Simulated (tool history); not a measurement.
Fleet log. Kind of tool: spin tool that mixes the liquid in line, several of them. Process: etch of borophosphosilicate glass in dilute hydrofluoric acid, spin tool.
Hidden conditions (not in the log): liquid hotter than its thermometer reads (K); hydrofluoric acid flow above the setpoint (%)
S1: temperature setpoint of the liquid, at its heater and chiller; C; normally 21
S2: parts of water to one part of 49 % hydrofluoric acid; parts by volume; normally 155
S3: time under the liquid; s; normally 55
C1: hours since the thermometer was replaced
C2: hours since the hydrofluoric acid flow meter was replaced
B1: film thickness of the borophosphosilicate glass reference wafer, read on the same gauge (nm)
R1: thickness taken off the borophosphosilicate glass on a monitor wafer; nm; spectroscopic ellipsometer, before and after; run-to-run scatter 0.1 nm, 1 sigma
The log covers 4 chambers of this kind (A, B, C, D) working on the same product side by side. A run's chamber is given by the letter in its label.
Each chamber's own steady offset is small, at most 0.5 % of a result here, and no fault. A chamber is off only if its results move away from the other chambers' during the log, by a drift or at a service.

run,hour,S1,S2,S3,C1,C2,B1,R1
1D,5.6,21,155,55,1609.8,891.3,120.02,13.472
2B,11.8,21,155,55,721.5,1728.7,119.99,13.464
3A,18.6,21,155,55,898.5,588,120.01,13.575
4C,26.9,21,155,55,1426.3,179.9,120.01,13.59
5C,36.7,21,155,55,1436.1,189.7,119.99,13.582
6B,43.4,21,155,55,753.1,1760.3,120.01,13.345
# hour 50.3: chamber D: hydrofluoric acid flow meter replaced
7D,53.7,21,155,55,1657.9,3.4,119.99,13.497
8A,59.1,21,155,55,939,628.5,120.02,13.446
9A,64,21,155,55,943.9,633.4,119.97,13.512
10D,72.8,21,155,55,1677,22.5,119.99,13.401
# hour 77.2: chamber A: hydrofluoric acid flow meter replaced
# hour 77.4: chamber B: hydrofluoric acid flow meter replaced
11C,82.2,21,155,55,1481.6,235.2,119.99,13.309
12B,87.5,21,155,55,797.2,10.1,120.01,13.297
13D,92.3,18,155,55,1696.5,42,119.99,12.098
14A,96.8,18,155,55,976.7,19.6,120.02,11.973
15C,104.5,18,155,55,1503.9,257.5,119.98,11.783
16B,114,18,155,55,823.7,36.6,119.98,11.814
17A,120.7,21,155,55,1000.6,43.5,119.99,13.387
18D,129.5,21,155,55,1733.7,79.2,120,13.596
19B,138.6,21,155,55,848.3,61.2,119.99,13.325
20C,143.3,21,155,55,1542.7,296.3,119.99,13.4
21D,151.1,21,155,55,1755.3,100.8,120.01,13.405
22B,160,21,155,55,869.7,82.6,120.01,13.419
23A,165.4,18,120,55,1045.3,88.2,120.01,15.815
24C,170.5,18,120,55,1569.9,323.5,119.99,16.067
25C,179.3,18,120,55,1578.7,332.3,120.02,16.096
26A,188,18,120,55,1067.9,110.8,119.99,15.896
27B,197.3,21,155,55,907,119.9,120.01,13.281

All 4 chambers run these settings next. Forecast each chamber's results:
28A,204.7,21,155,80,,,,?
28B,204.7,21,155,80,,,,?
28C,204.7,21,155,80,,,,?
28D,204.7,21,155,80,,,,?

run,R1
28A,19.497
28B,19.503
28C,19.519
28D,19.575

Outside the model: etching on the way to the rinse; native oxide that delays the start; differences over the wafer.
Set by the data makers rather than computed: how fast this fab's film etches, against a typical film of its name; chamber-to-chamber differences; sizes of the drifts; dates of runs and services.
